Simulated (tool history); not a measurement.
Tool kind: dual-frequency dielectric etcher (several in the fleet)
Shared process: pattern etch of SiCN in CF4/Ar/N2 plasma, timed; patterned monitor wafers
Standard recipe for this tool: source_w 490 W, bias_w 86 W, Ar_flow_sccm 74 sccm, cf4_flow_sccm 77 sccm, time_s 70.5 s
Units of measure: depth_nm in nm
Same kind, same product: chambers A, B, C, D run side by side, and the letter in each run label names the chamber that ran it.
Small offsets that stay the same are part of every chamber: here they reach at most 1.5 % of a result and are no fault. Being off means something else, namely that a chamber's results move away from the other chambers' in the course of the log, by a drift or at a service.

| run | hour | source_w | bias_w | Ar_flow_sccm | cf4_flow_sccm | time_s | read-back reference wafer on the same gauge, depth_nm | depth_nm |
|---|---|---|---|---|---|---|---|---|
| 1D | 5.5 | 490 | 86 | 74 | 77 | 70.5 | 82.679 | 73.416 |
| 2A | 10.6 | 490 | 86 | 74 | 77 | 70.5 | 82.686 | 73.842 |
| 3B | 16.4 | 490 | 86 | 74 | 77 | 70.5 | 82.719 | 73.31 |
| 4C | 22.6 | 490 | 86 | 74 | 77 | 70.5 | 82.668 | 74.371 |
| 5A | 29.4 | 490 | 86 | 74 | 77 | 70.5 | 82.688 | 73.748 |
| 6C | 35 | 490 | 86 | 74 | 77 | 70.5 | 82.627 | 74.647 |
| 7B | 40.1 | 380 | 86 | 74 | 77 | 70.5 | 82.676 | 58.727 |
| 8D | 43.7 | 380 | 86 | 74 | 77 | 70.5 | 82.634 | 58.458 |
| 9C | 46.8 | 380 | 86 | 74 | 77 | 70.5 | 82.752 | 59.196 |
| 10D | 50 | 380 | 86 | 74 | 77 | 70.5 | 82.743 | 58.472 |
| 11B | 54 | 490 | 86 | 74 | 77 | 90 | 82.674 | 93.018 |
| 12A | 57.6 | 490 | 86 | 74 | 77 | 90 | 82.63 | 94.006 |
| 13A | 60.7 | 490 | 86 | 74 | 77 | 90 | 82.727 | 94.39 |
| 14D | 64.8 | 490 | 86 | 74 | 77 | 90 | 82.704 | 93.583 |
| 15B | 69.2 | 490 | 69 | 74 | 77 | 70.5 | 82.649 | 67.826 |
| 16C | 76 | 490 | 69 | 74 | 77 | 70.5 | 82.716 | 69.376 |
| 17D | 80.4 | 490 | 69 | 74 | 77 | 70.5 | 82.754 | 68.06 |
| 18B | 87.2 | 490 | 69 | 74 | 77 | 70.5 | 82.737 | 67.909 |
| 19A | 92.4 | 490 | 86 | 74 | 77 | 70.5 | 82.694 | 74.016 |
| 20C | 96 | 490 | 86 | 74 | 77 | 70.5 | 82.675 | 74.104 |
| 21B | 102.3 | 490 | 86 | 74 | 77 | 70.5 | 82.66 | 73.246 |
| 22A | 108.2 | 490 | 86 | 74 | 77 | 70.5 | 82.723 | 73.428 |
| 23C | 113 | 490 | 86 | 74 | 77 | 70.5 | 82.723 | 74.463 |
| 24D | 117.1 | 490 | 86 | 74 | 77 | 70.5 | 82.719 | 73.558 |
|  | 118.9 | chamber A: wet clean of the chamber |
| 25D | 122.5 | 490 | 86 | 74 | 77 | 70.5 | 82.769 | 73.176 |
| 26C | 128.8 | 490 | 86 | 74 | 77 | 70.5 | 82.743 | 74.353 |
| 27A | 135.5 | 490 | 86 | 74 | 77 | 70.5 | 82.728 | 73.849 |
|  | 141.2 | chamber C: source power generator calibrated |
| 28B | 142.2 | 490 | 86 | 74 | 77 | 70.5 | 82.717 | 72.634 |
| 29B | 148.8 | 490 | 86 | 74 | 77 | 70.5 | 82.656 | 73.322 |
| 30D | 151.9 | 490 | 86 | 74 | 77 | 70.5 | 82.685 | 73.437 |
| 31A | 157.1 | 490 | 86 | 74 | 77 | 70.5 | 82.651 | 73.969 |
| 32C | 160.7 | 490 | 86 | 74 | 77 | 70.5 | 82.626 | 74.104 |
| 33A | 164.1 | 490 | 86 | 74 | 77 | 70.5 | 82.744 | 73.752 |
| 34B | 168.2 | 490 | 86 | 74 | 77 | 70.5 | 82.681 | 73.255 |
| 35C | 174.4 | 490 | 86 | 74 | 77 | 70.5 | 82.61 | 74.108 |
| 36D | 179.5 | 490 | 86 | 74 | 77 | 70.5 | 82.719 | 73.685 |
| 37B | 186.2 | 490 | 86 | 74 | 77 | 70.5 | 82.718 | 73.168 |
| 38A | 192.6 | 490 | 86 | 74 | 77 | 70.5 | 82.734 | 74.239 |
| 39D | 197.9 | 490 | 86 | 74 | 77 | 70.5 | 82.703 | 73.672 |
|  | 203.5 | chamber D: wet clean of the chamber |
| 40C | 203.8 | 490 | 86 | 74 | 77 | 70.5 | 82.711 | 73.928 |
| 41C | 208.1 | 490 | 86 | 74 | 77 | 70.5 | 82.777 | 74.192 |
|  | 211.8 | chamber B: wet clean of the chamber |
| 42D | 212.3 | 490 | 86 | 74 | 77 | 70.5 | 82.608 | 73.719 |
| 43B | 215.7 | 490 | 86 | 74 | 77 | 70.5 | 82.679 | 73.051 |
| 44A | 219.7 | 490 | 86 | 74 | 77 | 70.5 | 82.725 | 73.997 |

Has any chamber moved away from the others, gradually or after a service, or does the common gauge drift, or do the chambers differ only by their own small steady offsets? State the chamber and the most likely cause if one applies.

No chamber stands off beyond its own small offset, and the gauge holds steady.
